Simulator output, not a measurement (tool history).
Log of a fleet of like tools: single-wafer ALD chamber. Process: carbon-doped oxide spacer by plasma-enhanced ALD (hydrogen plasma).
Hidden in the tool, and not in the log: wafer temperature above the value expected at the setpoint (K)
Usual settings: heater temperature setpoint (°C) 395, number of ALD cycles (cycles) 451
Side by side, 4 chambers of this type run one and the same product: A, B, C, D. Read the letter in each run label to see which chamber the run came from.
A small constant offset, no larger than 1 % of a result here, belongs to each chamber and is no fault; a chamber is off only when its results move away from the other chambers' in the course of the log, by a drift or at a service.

run     day  heater temperature setpoint (°C)  number of ALD cycles (cycles)  hours since the last thermocouple change  read-back reference wafer on the same gauge, thickness_nm  mean film thickness on the monitor wafer (Å)
 1A   0.467                               395                            451                                     367.5                                                     20.597                                        223.09
 2B   0.900                               395                            451                                     531.4                                                     20.585                                        223.80
 3C   1.175                               395                            451                                     805.9                                                     20.609                                        226.02
 4D   1.679                               395                            451                                    1499.0                                                     20.608                                        225.76
 5B   2.008                               395                            451                                     558.0                                                     20.614                                        224.22
 6D   2.392                               395                            451                                    1516.1                                                     20.592                                        224.69
 7C   2.683                               395                            451                                     842.1                                                     20.599                                        225.37
 8A   3.167                               395                            451                                     432.3                                                     20.601                                        223.80
 9D   3.450                               395                            451                                    1541.5                                                     20.611                                        225.86
10A   3.921                               395                            451                                     450.4                                                     20.591                                        224.00
11C   4.183                               395                            451                                     878.1                                                     20.598                                        224.56
12B   4.683                               395                            451                                     622.2                                                     20.601                                        223.88
13A   4.979                               395                            451                                     475.8                                                     20.597                                        222.72
14D   5.217                               395                            451                                    1583.9                                                     20.594                                        226.36
15B   5.583                               395                            451                                     643.8                                                     20.605                                        224.06
16C   5.879                               388                            451                                     918.8                                                     20.598                                        224.35
17C   6.212                               388                            451                                     926.8                                                     20.604                                        223.35
18A   6.712                               388                            451                                     517.4                                                     20.611                                        223.55
19B   7.071                               388                            451                                     679.5                                                     20.593                                        224.42
20D   7.504                               395                            451                                    1638.8                                                     20.596                                        224.83
21C   7.988                               387                            418                                     969.4                                                     20.603                                        208.08
22A   8.458                               387                            418                                     559.3                                                     20.598                                        207.65
23B   8.879                               387                            418                                     722.9                                                     20.602                                        209.26
24D   9.321                               387                            418                                    1682.4                                                     20.599                                        209.24
25C   9.746                               395                            451                                    1011.6                                                     20.602                                        224.93
26D  10.125                               395                            451                                    1701.7                                                     20.608                                        225.89
27A  10.429                               395                            479                                     606.6                                                     20.573                                        239.21
28B  10.833                               395                            479                                     769.8                                                     20.593                                        237.63
29D  11.158                               395                            479                                    1726.5                                                     20.609                                        239.88
30A  11.546                               395                            479                                     633.4                                                     20.587                                        235.79
31C  11.854                               395                            451                                    1062.2                                                     20.605                                        224.73
32B  12.346                               395                            451                                     806.1                                                     20.590                                        225.08
33B  12.592                               395                            451                                     812.0                                                     20.595                                        224.13
34D  12.846                               395                            451                                    1767.0                                                     20.609                                        225.59
35A  13.142                               395                            451                                     671.7                                                     20.592                                        223.16
36C  13.575                               395                            451                                    1103.5                                                     20.621                                        224.65
37C  14.096                               395                            376                                    1116.0                                                     20.595                                        187.32
38D  14.462                               395                            376                                    1805.8                                                     20.593                                        188.09
39A  14.879                               395                            376                                     713.4                                                     20.600                                        186.74
40B  15.271                               395                            376                                     876.3                                                     20.608                                        186.20
41B  15.571                               395                            451                                     883.5                                                     20.607                                        224.43
42A  15.967                               395                            451                                     739.5                                                     20.582                                        223.77

Which is it: a chamber that has drifted or been left off by a service, a gauge drift common to all chambers, or only each chamber's usual small offset? If a chamber is off, name it and its likeliest cause.

The fleet is healthy, with each chamber sitting at its usual small offset and no drift in the gauge.
